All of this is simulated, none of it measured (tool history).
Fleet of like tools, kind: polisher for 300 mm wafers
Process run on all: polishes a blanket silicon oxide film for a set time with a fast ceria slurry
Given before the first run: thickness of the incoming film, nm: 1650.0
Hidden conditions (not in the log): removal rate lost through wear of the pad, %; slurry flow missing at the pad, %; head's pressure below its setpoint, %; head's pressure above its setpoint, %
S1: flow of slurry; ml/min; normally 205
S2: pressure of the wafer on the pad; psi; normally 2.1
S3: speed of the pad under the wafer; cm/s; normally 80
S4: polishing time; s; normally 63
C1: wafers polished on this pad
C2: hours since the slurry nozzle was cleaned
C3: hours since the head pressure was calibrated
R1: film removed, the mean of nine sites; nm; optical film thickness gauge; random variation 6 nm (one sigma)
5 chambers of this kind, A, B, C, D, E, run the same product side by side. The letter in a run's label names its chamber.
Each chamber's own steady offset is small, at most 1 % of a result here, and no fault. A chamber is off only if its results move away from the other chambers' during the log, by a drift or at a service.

run	hour	S1	S2	S3	S4	C1	C2	C3	R1
1D	8.8	205	2.1	80	63	829	104.0	303.3	489.18
2C	21.4	205	2.1	80	63	703	139.2	121.5	499.41
3E	31.9	205	2.1	80	63	408	41.4	406.4	497.33
# hour 32.2: chamber A: worn pad replaced by a new one
# hour 35.7: chamber D: worn pad replaced by a new one
# hour 41.4: chamber C: worn pad replaced by a new one
4B	42.0	205	2.1	80	63	868	72.8	329.5	498.20
5A	50.1	205	2.1	80	63	208	534.4	259.3	496.10
# hour 55.6: chamber B: worn pad replaced by a new one
6E	60.1	205	2.1	80	63	735	69.6	434.6	483.74
7C	69.8	205	2.1	80	63	330	187.6	169.9	513.15
# hour 70.8: chamber E: worn pad replaced by a new one
8B	83.5	205	2.1	80	63	324	114.3	371.0	499.99
# hour 98.3: chamber A: slurry nozzle cleaned
9A	99.3	205	2.1	80	63	779	1.0	308.5	494.45
# hour 106.9: chamber C: slurry nozzle cleaned
10D	107.2	205	2.1	80	63	831	202.4	401.7	499.50
11E	114.5	205	2.1	80	63	507	124.0	489.0	496.11
# hour 124.4: chamber C: worn pad replaced by a new one
12B	124.7	265	2.1	80	73	803	155.5	412.2	607.08
# hour 126.5: chamber A: worn pad replaced by a new one
13D	139.8	265	2.1	80	73	1209	235.0	434.3	578.29
# hour 149.7: chamber D: worn pad replaced by a new one
# hour 150.8: chamber B: worn pad replaced by a new one
14A	153.6	265	2.1	80	73	315	55.3	362.8	602.64
# hour 166.1: chamber E: worn pad replaced by a new one
15C	167.8	265	2.1	80	73	505	60.9	267.9	602.37
16E	177.0	265	2.1	80	73	126	186.5	551.5	583.68
17A	184.9	205	2.1	80	63	679	86.6	394.1	485.47
18B	192.9	205	2.1	106	70	488	223.7	480.4	732.41
# hour 202.1: chamber A: worn pad replaced by a new one
19C	203.3	205	2.1	106	70	917	96.4	303.4	750.33
# hour 208.1: chamber C: worn pad replaced by a new one
20D	219.8	205	2.1	106	70	814	315.0	514.3	744.18
# hour 223.9: chamber E: slurry nozzle cleaned
21B	231.1	205	2.1	106	70	932	261.9	518.6	739.75
# hour 232.2: chamber D: head pressure recalibrated
22E	239.3	205	2.1	106	70	850	15.5	613.8	711.88
# hour 249.8: chamber E: worn pad replaced by a new one
23C	255.1	205	2.1	80	63	545	148.2	355.2	496.60
# hour 256.6: chamber B: worn pad replaced by a new one
# hour 260.2: chamber E: head pressure recalibrated
24D	262.8	205	2.1	80	63	1313	358.0	30.7	495.79
# hour 269.8: chamber D: worn pad replaced by a new one
25A	272.5	205	2.1	80	63	818	174.2	481.7	479.61
26D	280.4	205	2.1	80	63	123	375.6	48.3	509.92
# hour 284.5: chamber A: worn pad replaced by a new one
27C	292.8	205	2.1	80	63	983	185.9	392.9	508.32
# hour 302.2: chamber C: worn pad replaced by a new one
28A	305.9	205	2.1	80	63	248	207.6	515.1	470.99
29E	316.5	205	2.4	80	55	774	92.7	56.4	498.06
30B	324.3	205	2.4	80	55	786	355.1	611.8	491.55
# hour 326.4: chamber E: worn pad replaced by a new one
# hour 329.1: chamber C: slurry nozzle cleaned
31C	333.9	205	2.4	80	55	369	4.8	434.0	505.03
32B	348.5	205	2.4	80	55	1067	379.3	636.0	499.69
33D	359.2	205	2.4	80	55	1038	454.4	127.1	498.07
# hour 370.2: chamber B: worn pad replaced by a new one
34A	372.5	205	2.1	80	63	1021	274.2	581.7	449.40
# hour 374.9: chamber A: worn pad replaced by a new one
# hour 386.5: chamber D: worn pad replaced by a new one
35E	388.0	205	2.1	80	63	716	164.2	127.9	496.40
36D	402.7	205	2.1	80	63	188	497.9	170.6	507.06
37B	416.8	260	2.1	80	54	542	447.6	704.3	431.16
38A	425.0	260	2.1	80	54	581	326.7	634.2	392.87

What goes on in this fleet: one chamber off, a drifting gauge, or nothing beyond the chambers' own small offsets? Name the chamber and the cause, if any.

One chamber, A, drifts off from the rest bit by bit.
Most likely cause: head's pressure below its setpoint, % = 10.6.

Which of the 4 candidates below, each the usual settings with something changed and its results left as question marks, puts chamber A back in line with what the other chambers give on the usual settings?
In line means no further than this from the other chambers' mean on the usual settings: R1 21.00 nm
39A-1	436.8	205	2.0	74	59				?
39A-2	436.8	210	2.1	80	76				?
39A-3	436.8	205	2.1	84	67				?
39A-4	436.8	200	2.1	80	56				?

Mean of the other chambers on the usual settings: R1 497.16 nm
run	R1
39A-1	367.35
39A-2	538.68
39A-3	496.70
39A-4	394.30
Change 39A-3 lands the chamber within the allowed miss of the other chambers.

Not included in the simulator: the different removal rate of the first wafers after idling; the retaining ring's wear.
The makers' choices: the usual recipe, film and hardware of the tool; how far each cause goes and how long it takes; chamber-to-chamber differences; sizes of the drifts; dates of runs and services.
